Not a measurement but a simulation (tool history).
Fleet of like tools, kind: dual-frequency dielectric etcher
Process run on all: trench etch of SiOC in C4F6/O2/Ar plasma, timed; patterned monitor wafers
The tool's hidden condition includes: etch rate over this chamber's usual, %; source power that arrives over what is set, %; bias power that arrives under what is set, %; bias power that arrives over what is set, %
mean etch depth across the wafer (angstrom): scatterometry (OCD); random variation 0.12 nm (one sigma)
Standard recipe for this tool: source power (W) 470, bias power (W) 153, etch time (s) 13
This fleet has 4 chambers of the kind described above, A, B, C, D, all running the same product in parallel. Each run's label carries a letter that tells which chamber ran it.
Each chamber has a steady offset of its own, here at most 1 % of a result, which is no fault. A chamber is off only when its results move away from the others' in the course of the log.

| run | hour | source power (W) | bias power (W) | etch time (s) | hours since the last wet clean | hours since the last source power generator calibration | hours since the last bias power generator calibration | read-back reference wafer on the same gauge, depth_nm | mean etch depth across the wafer (angstrom) |
|---|---|---|---|---|---|---|---|---|---|
| 1A | 12.9 | 470 | 153 | 13 | 119.9 | 1365 | 2967 | 30.31 | 274.1 |
| 2B | 23.8 | 470 | 153 | 13 | 226.9 | 161.8 | 925.6 | 30.334 | 273.7 |
| 3C | 30.4 | 470 | 153 | 13 | 30.8 | 912.2 | 146.4 | 30.293 | 270.68 |
| 4D | 41 | 470 | 153 | 13 | 216.7 | 3342.1 | 1856.6 | 30.302 | 274.12 |
| 5B | 50.3 | 470 | 153 | 13 | 253.4 | 188.3 | 952.1 | 30.291 | 275.45 |
| 6D | 60 | 470 | 153 | 13 | 235.7 | 3361.1 | 1875.6 | 30.295 | 272.83 |
| 7C | 68.5 | 470 | 153 | 13 | 68.9 | 950.3 | 184.5 | 30.289 | 271.53 |
| 8A | 77 | 470 | 153 | 13 | 184 | 1429.1 | 3031.1 | 30.309 | 275.14 |
| 9B | 84.2 | 470 | 153 | 16.5 | 287.3 | 222.2 | 986 | 30.29 | 348.53 |
| 10D | 97.2 | 470 | 153 | 16.5 | 272.9 | 3398.3 | 1912.8 | 30.291 | 347.01 |
| 11A | 105.6 | 470 | 153 | 16.5 | 212.6 | 1457.7 | 3059.7 | 30.258 | 352.68 |
| 12C | 116.8 | 470 | 153 | 16.5 | 117.2 | 998.6 | 232.8 | 30.302 | 344.64 |
| 13B | 123.5 | 470 | 153 | 13 | 326.6 | 261.5 | 1025.3 | 30.32 | 274.76 |
|  | 126.9 | chamber D: source power generator calibrated |
| 14D | 134 | 470 | 153 | 13 | 309.7 | 7.2 | 1949.6 | 30.267 | 272.55 |
| 15C | 143.1 | 470 | 153 | 13 | 143.5 | 1024.9 | 259.1 | 30.321 | 269.95 |
|  | 151.5 | chamber B: wet clean of the chamber |
| 16A | 154.7 | 470 | 170 | 13 | 261.7 | 1506.8 | 3108.8 | 30.273 | 284.01 |
| 17B | 163.4 | 470 | 170 | 13 | 11.9 | 301.4 | 1065.2 | 30.275 | 282.91 |
| 18C | 171.3 | 470 | 170 | 13 | 171.7 | 1053.1 | 287.3 | 30.284 | 281.04 |
| 19A | 178.6 | 470 | 170 | 13 | 285.6 | 1530.7 | 3132.7 | 30.297 | 287.11 |
| 20D | 185.6 | 470 | 153 | 13 | 361.3 | 58.8 | 2001.2 | 30.313 | 272.65 |
| 21D | 198 | 470 | 153 | 13 | 373.7 | 71.2 | 2013.6 | 30.309 | 275.51 |
| 22C | 207.2 | 470 | 153 | 10.5 | 207.6 | 1089 | 323.2 | 30.308 | 220.28 |
| 23A | 220.1 | 470 | 153 | 10.5 | 327.1 | 1572.2 | 3174.2 | 30.317 | 224.42 |
| 24B | 232.1 | 470 | 153 | 10.5 | 80.6 | 370.1 | 1133.9 | 30.296 | 221.44 |
| 25C | 243.8 | 470 | 153 | 10.5 | 244.2 | 1125.6 | 359.8 | 30.3 | 220.6 |
| 26D | 250.5 | 470 | 153 | 13 | 426.2 | 123.7 | 2066.1 | 30.31 | 272.85 |
| 27A | 262.1 | 470 | 131 | 13 | 369.1 | 1614.2 | 3216.2 | 30.33 | 264.21 |
| 28B | 268.6 | 470 | 131 | 13 | 117.1 | 406.6 | 1170.4 | 30.302 | 262.33 |
| 29B | 277.9 | 470 | 131 | 13 | 126.4 | 415.9 | 1179.7 | 30.275 | 262.24 |
| 30C | 289.6 | 470 | 131 | 13 | 290 | 1171.4 | 405.6 | 30.284 | 260.05 |
| 31A | 304.1 | 470 | 153 | 13 | 411.1 | 1656.2 | 3258.2 | 30.248 | 273.73 |
| 32D | 316.2 | 470 | 153 | 13 | 491.9 | 189.4 | 2131.8 | 30.314 | 274.35 |
| 33B | 330.6 | 470 | 153 | 13 | 179.1 | 468.6 | 1232.4 | 30.283 | 273.04 |
| 34D | 339.3 | 470 | 153 | 13 | 515 | 212.5 | 2154.9 | 30.261 | 275.32 |
|  | 343.6 | chamber A: wet clean of the chamber |
| 35C | 351.3 | 470 | 153 | 13 | 351.7 | 1233.1 | 467.3 | 30.299 | 271.97 |
| 36A | 360.6 | 470 | 153 | 13 | 17 | 1712.7 | 3314.7 | 30.333 | 275.22 |

Decide between three cases: one chamber stands off from its peers, the gauge reading all wafers drifts, or nothing is wrong past each chamber's small offset. Where a chamber is off, say which and what most likely put it there.

All chambers stay in line apart from their small fixed offsets, and the gauge does not drift.
